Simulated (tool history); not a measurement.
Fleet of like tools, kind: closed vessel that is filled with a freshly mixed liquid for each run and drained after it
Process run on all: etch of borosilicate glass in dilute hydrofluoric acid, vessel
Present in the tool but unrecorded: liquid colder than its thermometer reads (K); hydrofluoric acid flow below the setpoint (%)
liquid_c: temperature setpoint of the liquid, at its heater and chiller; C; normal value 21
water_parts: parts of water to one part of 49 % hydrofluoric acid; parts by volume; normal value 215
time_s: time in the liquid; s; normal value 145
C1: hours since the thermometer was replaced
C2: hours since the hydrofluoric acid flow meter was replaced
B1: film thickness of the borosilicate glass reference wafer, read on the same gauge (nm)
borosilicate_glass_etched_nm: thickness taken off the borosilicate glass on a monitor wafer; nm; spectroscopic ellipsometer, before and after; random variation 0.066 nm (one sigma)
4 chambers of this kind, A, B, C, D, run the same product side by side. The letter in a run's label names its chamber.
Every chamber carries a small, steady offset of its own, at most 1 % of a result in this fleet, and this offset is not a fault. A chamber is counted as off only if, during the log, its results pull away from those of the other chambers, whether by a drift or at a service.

run 1D hour=12.9 | liquid_c=21 water_parts=215 time_s=145 | C1=1020 C2=421.3 | B1=29.989 | borosilicate_glass_etched_nm=11.911
run 2A hour=26.5 | liquid_c=21 water_parts=215 time_s=145 | C1=471.5 C2=365.8 | B1=30.021 | borosilicate_glass_etched_nm=12.058
run 3C hour=37.8 | liquid_c=21 water_parts=215 time_s=145 | C1=295.7 C2=1226.1 | B1=29.995 | borosilicate_glass_etched_nm=12.185
-- hour=42.6 chamber D: hydrofluoric acid flow meter replaced
run 4B hour=52.7 | liquid_c=21 water_parts=215 time_s=145 | C1=208.4 C2=2127.3 | B1=29.983 | borosilicate_glass_etched_nm=11.981
run 5D hour=65.2 | liquid_c=21 water_parts=215 time_s=145 | C1=1072.3 C2=22.6 | B1=30.01 | borosilicate_glass_etched_nm=11.988
run 6B hour=71.8 | liquid_c=21 water_parts=215 time_s=145 | C1=227.5 C2=2146.4 | B1=30.008 | borosilicate_glass_etched_nm=12.049
run 7A hour=79.1 | liquid_c=21 water_parts=215 time_s=145 | C1=524.1 C2=418.4 | B1=29.977 | borosilicate_glass_etched_nm=11.938
run 8C hour=87.7 | liquid_c=21 water_parts=280 time_s=70 | C1=345.6 C2=1276 | B1=29.978 | borosilicate_glass_etched_nm=4.1375
run 9D hour=100.3 | liquid_c=21 water_parts=280 time_s=70 | C1=1107.4 C2=57.7 | B1=29.983 | borosilicate_glass_etched_nm=4.194
run 10B hour=113.3 | liquid_c=21 water_parts=280 time_s=70 | C1=269 C2=2187.9 | B1=29.996 | borosilicate_glass_etched_nm=4.1479
run 11A hour=127.3 | liquid_c=21 water_parts=280 time_s=70 | C1=572.3 C2=466.6 | B1=29.999 | borosilicate_glass_etched_nm=4.1502
run 12C hour=135.2 | liquid_c=21 water_parts=215 time_s=145 | C1=393.1 C2=1323.5 | B1=29.997 | borosilicate_glass_etched_nm=12.099
-- hour=136.9 chamber B: hydrofluoric acid flow meter replaced
run 13D hour=142.4 | liquid_c=21 water_parts=215 time_s=145 | C1=1149.5 C2=99.8 | B1=30 | borosilicate_glass_etched_nm=12.047
run 14B hour=154.7 | liquid_c=21 water_parts=215 time_s=145 | C1=310.4 C2=17.9 | B1=30 | borosilicate_glass_etched_nm=12.004
run 15C hour=169.7 | liquid_c=21 water_parts=215 time_s=145 | C1=427.6 C2=1358 | B1=30.029 | borosilicate_glass_etched_nm=12.063
run 16A hour=176.5 | liquid_c=17 water_parts=300 time_s=145 | C1=621.5 C2=515.8 | B1=30 | borosilicate_glass_etched_nm=6.7278
run 17D hour=183.8 | liquid_c=17 water_parts=300 time_s=145 | C1=1190.9 C2=141.2 | B1=30 | borosilicate_glass_etched_nm=6.8443
run 18A hour=199.1 | liquid_c=17 water_parts=300 time_s=145 | C1=644.1 C2=538.4 | B1=29.997 | borosilicate_glass_etched_nm=6.7287
run 19B hour=213.9 | liquid_c=17 water_parts=300 time_s=145 | C1=369.6 C2=77.1 | B1=30.013 | borosilicate_glass_etched_nm=6.9153
run 20C hour=223.7 | liquid_c=21 water_parts=215 time_s=90 | C1=481.6 C2=1412 | B1=29.99 | borosilicate_glass_etched_nm=7.4783
run 21B hour=232.3 | liquid_c=21 water_parts=215 time_s=90 | C1=388 C2=95.5 | B1=30.014 | borosilicate_glass_etched_nm=7.5144
run 22A hour=245.4 | liquid_c=21 water_parts=215 time_s=90 | C1=690.4 C2=584.7 | B1=29.989 | borosilicate_glass_etched_nm=7.2249
run 23C hour=256.7 | liquid_c=21 water_parts=215 time_s=90 | C1=514.6 C2=1445 | B1=29.993 | borosilicate_glass_etched_nm=7.5058
run 24D hour=269.2 | liquid_c=21 water_parts=215 time_s=145 | C1=1276.3 C2=226.6 | B1=29.994 | borosilicate_glass_etched_nm=12.038
run 25D hour=276.4 | liquid_c=21 water_parts=165 time_s=145 | C1=1283.5 C2=233.8 | B1=30.012 | borosilicate_glass_etched_nm=16.54
run 26B hour=285.4 | liquid_c=21 water_parts=165 time_s=145 | C1=441.1 C2=148.6 | B1=29.98 | borosilicate_glass_etched_nm=16.391
run 27A hour=296.6 | liquid_c=21 water_parts=165 time_s=145 | C1=741.6 C2=635.9 | B1=29.998 | borosilicate_glass_etched_nm=15.809
run 28C hour=311.8 | liquid_c=21 water_parts=165 time_s=145 | C1=569.7 C2=1500.1 | B1=29.976 | borosilicate_glass_etched_nm=16.717
run 29A hour=320.7 | liquid_c=21 water_parts=215 time_s=145 | C1=765.7 C2=660 | B1=30.015 | borosilicate_glass_etched_nm=11.497
run 30C hour=330.2 | liquid_c=21 water_parts=215 time_s=145 | C1=588.1 C2=1518.5 | B1=29.989 | borosilicate_glass_etched_nm=12.203
run 31D hour=343.9 | liquid_c=21 water_parts=215 time_s=145 | C1=1351 C2=301.3 | B1=29.994 | borosilicate_glass_etched_nm=11.894
run 32B hour=357.6 | liquid_c=21 water_parts=215 time_s=145 | C1=513.3 C2=220.8 | B1=30.015 | borosilicate_glass_etched_nm=12.086
run 33B hour=372 | liquid_c=21 water_parts=215 time_s=75 | C1=527.7 C2=235.2 | B1=30.012 | borosilicate_glass_etched_nm=6.2683
run 34A hour=387.3 | liquid_c=21 water_parts=215 time_s=75 | C1=832.3 C2=726.6 | B1=29.987 | borosilicate_glass_etched_nm=5.9296
run 35D hour=399.8 | liquid_c=21 water_parts=215 time_s=75 | C1=1406.9 C2=357.2 | B1=30.022 | borosilicate_glass_etched_nm=6.1919
run 36C hour=412.8 | liquid_c=21 water_parts=215 time_s=75 | C1=670.7 C2=1601.1 | B1=30.004 | borosilicate_glass_etched_nm=6.304
run 37B hour=424.5 | liquid_c=21 water_parts=215 time_s=145 | C1=580.2 C2=287.7 | B1=30.018 | borosilicate_glass_etched_nm=11.951
run 38C hour=436.8 | liquid_c=21 water_parts=255 time_s=145 | C1=694.7 C2=1625.1 | B1=29.987 | borosilicate_glass_etched_nm=9.8298
run 39A hour=443.9 | liquid_c=21 water_parts=255 time_s=145 | C1=888.9 C2=783.2 | B1=30.006 | borosilicate_glass_etched_nm=9.1139
run 40D hour=457.2 | liquid_c=21 water_parts=255 time_s=145 | C1=1464.3 C2=414.6 | B1=30.004 | borosilicate_glass_etched_nm=9.7167
run 41B hour=470.2 | liquid_c=21 water_parts=255 time_s=145 | C1=625.9 C2=333.4 | B1=29.99 | borosilicate_glass_etched_nm=9.7943
-- hour=472.5 chamber D: hydrofluoric acid flow meter replaced
run 42D hour=479 | liquid_c=21 water_parts=215 time_s=145 | C1=1486.1 C2=6.6 | B1=30 | borosilicate_glass_etched_nm=11.963
run 43A hour=492.2 | liquid_c=21 water_parts=215 time_s=145 | C1=937.2 C2=831.5 | B1=30.021 | borosilicate_glass_etched_nm=11.181

Has any chamber moved away from the others, gradually or after a service, or does the common gauge drift, or do the chambers differ only by their own small steady offsets? State the chamber and the most likely cause if one applies.

Little by little, chamber A moves away from the other chambers.
Most likely cause: liquid colder than its thermometer reads (K) = 1.94.
The log might look much the same if the cause were instead: hydrofluoric acid flow below the setpoint (%).

Here are 4 candidates for chamber A's next run, each the usual settings with a change, their results left as question marks. Which one brings its results back in line with what the others give on the usual settings?
In line means no further than this from the other chambers' mean on the usual settings: borosilicate_glass_etched_nm 0.23 nm
run 44A-1 hour=503.2 | liquid_c=24 water_parts=215 time_s=145 | borosilicate_glass_etched_nm=?
run 44A-2 hour=503.2 | liquid_c=21 water_parts=230 time_s=145 | borosilicate_glass_etched_nm=?
run 44A-3 hour=503.2 | liquid_c=18 water_parts=215 time_s=145 | borosilicate_glass_etched_nm=?
run 44A-4 hour=503.2 | liquid_c=23 water_parts=215 time_s=145 | borosilicate_glass_etched_nm=?

Average result of the remaining chambers running the usual settings: borosilicate_glass_etched_nm 12.035 nm
run=44A-1 borosilicate_glass_etched_nm=12.46
run=44A-2 borosilicate_glass_etched_nm=10.253
run=44A-3 borosilicate_glass_etched_nm=9.868
run=44A-4 borosilicate_glass_etched_nm=11.996
Change 44A-4 lands the chamber within the allowed miss of the other chambers.
